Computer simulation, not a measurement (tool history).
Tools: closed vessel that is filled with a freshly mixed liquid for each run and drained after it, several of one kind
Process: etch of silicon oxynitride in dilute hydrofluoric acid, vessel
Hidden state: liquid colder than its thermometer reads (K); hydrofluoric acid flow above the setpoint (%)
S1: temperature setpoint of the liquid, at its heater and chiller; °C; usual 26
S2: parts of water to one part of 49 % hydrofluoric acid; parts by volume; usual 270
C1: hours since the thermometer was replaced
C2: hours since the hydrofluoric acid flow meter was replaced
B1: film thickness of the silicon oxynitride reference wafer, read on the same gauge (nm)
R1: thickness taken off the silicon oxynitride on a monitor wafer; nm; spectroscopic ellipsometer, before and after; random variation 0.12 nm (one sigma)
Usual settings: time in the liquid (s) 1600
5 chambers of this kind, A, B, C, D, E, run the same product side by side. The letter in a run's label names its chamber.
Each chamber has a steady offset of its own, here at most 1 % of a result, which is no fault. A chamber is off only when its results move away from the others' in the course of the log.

Run 1A, day 0.167: usual settings; C1 768; C2 1347.5; B1 30.007. Result: R1 26.928 nm.
Run 2B, day 0.358: usual settings; C1 580.7; C2 659.7; B1 30.008. Result: R1 27.067 nm.
Run 3C, day 0.529: usual settings; C1 410.2; C2 678.1; B1 30.018. Result: R1 27.124 nm.
Run 4E, day 0.692: usual settings; C1 275.8; C2 103.3; B1 30.035. Result: R1 27.382 nm.
Run 5D, day 0.842: usual settings but S2 140 parts by volume, time in the liquid (s) 2385; C1 650.3; C2 482.6; B1 30.048. Result: R1 85.803 nm.
Run 6C, day 0.938: usual settings but S2 140 parts by volume, time in the liquid (s) 2385; C1 420; C2 687.9; B1 29.971. Result: R1 86.161 nm.
Run 7A, day 1.108: usual settings but S2 140 parts by volume, time in the liquid (s) 2385; C1 790.6; C2 1370.1; B1 30.011. Result: R1 85.177 nm.
Run 8E, day 1.283: usual settings but S2 140 parts by volume, time in the liquid (s) 2385; C1 290; C2 117.5; B1 29.975. Result: R1 87.444 nm.
Run 9D, day 1.417: usual settings but S2 140 parts by volume, time in the liquid (s) 2385; C1 664.1; C2 496.4; B1 30.036. Result: R1 85.81 nm.
Run 10B, day 1.583: usual settings; C1 610.1; C2 689.1; B1 30.005. Result: R1 27.124 nm.
Run 11A, day 1.671: usual settings; C1 804.1; C2 1383.6; B1 29.973. Result: R1 27.162 nm.
Run 12C, day 1.858: usual settings; C1 442.1; C2 710; B1 29.963. Result: R1 27.187 nm.
Run 13B, day 2.029: usual settings; C1 620.8; C2 699.8; B1 30.025. Result: R1 27.052 nm.
Run 14E, day 2.212: usual settings; C1 312.3; C2 139.8; B1 30.028. Result: R1 27.359 nm.
Run 15D, day 2.392: usual settings; C1 687.5; C2 519.8; B1 30. Result: R1 27.192 nm.
Run 16E, day 2.492: usual settings; C1 319; C2 146.5; B1 29.998. Result: R1 27.227 nm.
Run 17C, day 2.579: usual settings; C1 459.4; C2 727.3; B1 30.028. Result: R1 27.137 nm.
Run 18B, day 2.7: usual settings; C1 636.9; C2 715.9; B1 29.99. Result: R1 26.898 nm.
Run 19A, day 2.825: usual settings; C1 831.8; C2 1411.3; B1 30.015. Result: R1 27.204 nm.
Run 20D, day 2.958: usual settings; C1 701.1; C2 533.4; B1 30.002. Result: R1 27.051 nm.
Run 21B, day 3.1: usual settings; C1 646.5; C2 725.5; B1 29.983. Result: R1 26.629 nm.
Run 22E, day 3.233: usual settings; C1 336.8; C2 164.3; B1 30.01. Result: R1 27.36 nm.
Run 23D, day 3.346: usual settings; C1 710.4; C2 542.7; B1 29.982. Result: R1 27.262 nm.
Run 24C, day 3.488: usual settings; C1 481.2; C2 749.1; B1 29.991. Result: R1 27.144 nm.
Run 25A, day 3.633: usual settings but S2 175 parts by volume, time in the liquid (s) 1955; C1 851.2; C2 1430.7; B1 30.003. Result: R1 54.763 nm.
Run 26A, day 3.738: usual settings but S2 175 parts by volume, time in the liquid (s) 1955; C1 853.7; C2 1433.2; B1 29.949. Result: R1 54.954 nm.
Run 27E, day 3.912: usual settings but S2 175 parts by volume, time in the liquid (s) 1955; C1 353.1; C2 180.6; B1 29.982. Result: R1 55.351 nm.
Run 28B, day 4.075: usual settings but S2 175 parts by volume, time in the liquid (s) 1955; C1 669.9; C2 748.9; B1 29.952. Result: R1 54.527 nm.
Run 29D, day 4.267: usual settings but S2 175 parts by volume, time in the liquid (s) 1955; C1 732.5; C2 564.8; B1 29.989. Result: R1 54.742 nm.
Run 30C, day 4.392: usual settings; C1 502.9; C2 770.8; B1 30.027. Result: R1 27.263 nm.
Run 31A, day 4.517: usual settings; C1 872.4; C2 1451.9; B1 29.99. Result: R1 27.159 nm.
Run 32B, day 4.629: usual settings; C1 683.2; C2 762.2; B1 30.025. Result: R1 26.515 nm.
Run 33C, day 4.771: usual settings; C1 512; C2 779.9; B1 29.982. Result: R1 27.317 nm.
Run 34D, day 4.929: usual settings; C1 748.4; C2 580.7; B1 30.038. Result: R1 27.137 nm.
Run 35E, day 5.096: usual settings; C1 381.5; C2 209; B1 30.042. Result: R1 27.308 nm.
Run 36A, day 5.188: usual settings; C1 888.5; C2 1468; B1 29.975. Result: R1 27.213 nm.
Run 37C, day 5.333: usual settings; C1 525.5; C2 793.4; B1 30.019. Result: R1 26.992 nm.
Run 38B, day 5.525: usual settings; C1 704.7; C2 783.7; B1 29.973. Result: R1 26.003 nm.
Run 39D, day 5.717: usual settings; C1 767.3; C2 599.6; B1 29.994. Result: R1 27.237 nm.
Run 40E, day 5.838: usual settings; C1 399.3; C2 226.8; B1 30.015. Result: R1 27.43 nm.
Run 41D, day 5.942: usual settings but S2 200 parts by volume, time in the liquid (s) 2120; C1 772.7; C2 605; B1 29.976. Result: R1 51.438 nm.
Run 42A, day 6.108: usual settings but S2 200 parts by volume, time in the liquid (s) 2120; C1 910.6; C2 1490.1; B1 30.015. Result: R1 51.015 nm.
Run 43E, day 6.279: usual settings but S2 200 parts by volume, time in the liquid (s) 2120; C1 409.9; C2 237.4; B1 30.019. Result: R1 51.568 nm.

Is one chamber off against the others, does the gauge drift, or is nothing wrong? If a chamber is off, say which, and what the likeliest cause is.

Chamber B drifts away from the others.
Cause: liquid colder than its thermometer reads (K) = 1.13.
The log may not tell that from: hydrofluoric acid flow below the setpoint (%).

Here are 4 candidates for chamber B's next run, each the usual settings with a change, their results left as question marks. Which one brings its results back in line with what the others give on the usual settings?
In line means no further than this from the other chambers' mean on the usual settings: R1 0.43 nm
Run 44B-1, day 6.417: usual settings but time in the liquid (s) 1530. Result: R1 ?.
Run 44B-2, day 6.417: usual settings but time in the liquid (s) 1735. Result: R1 ?.
Run 44B-3, day 6.417: usual settings but S2 260 parts by volume. Result: R1 ?.
Run 44B-4, day 6.417: usual settings but S2 280 parts by volume, time in the liquid (s) 1535. Result: R1 ?.

The other chambers' mean on the usual settings: R1 27.212 nm
  run      R1
44B-1  24.759
44B-2  28.076
44B-3  27.101
44B-4  23.767
44B-3 brings the chamber back in line.

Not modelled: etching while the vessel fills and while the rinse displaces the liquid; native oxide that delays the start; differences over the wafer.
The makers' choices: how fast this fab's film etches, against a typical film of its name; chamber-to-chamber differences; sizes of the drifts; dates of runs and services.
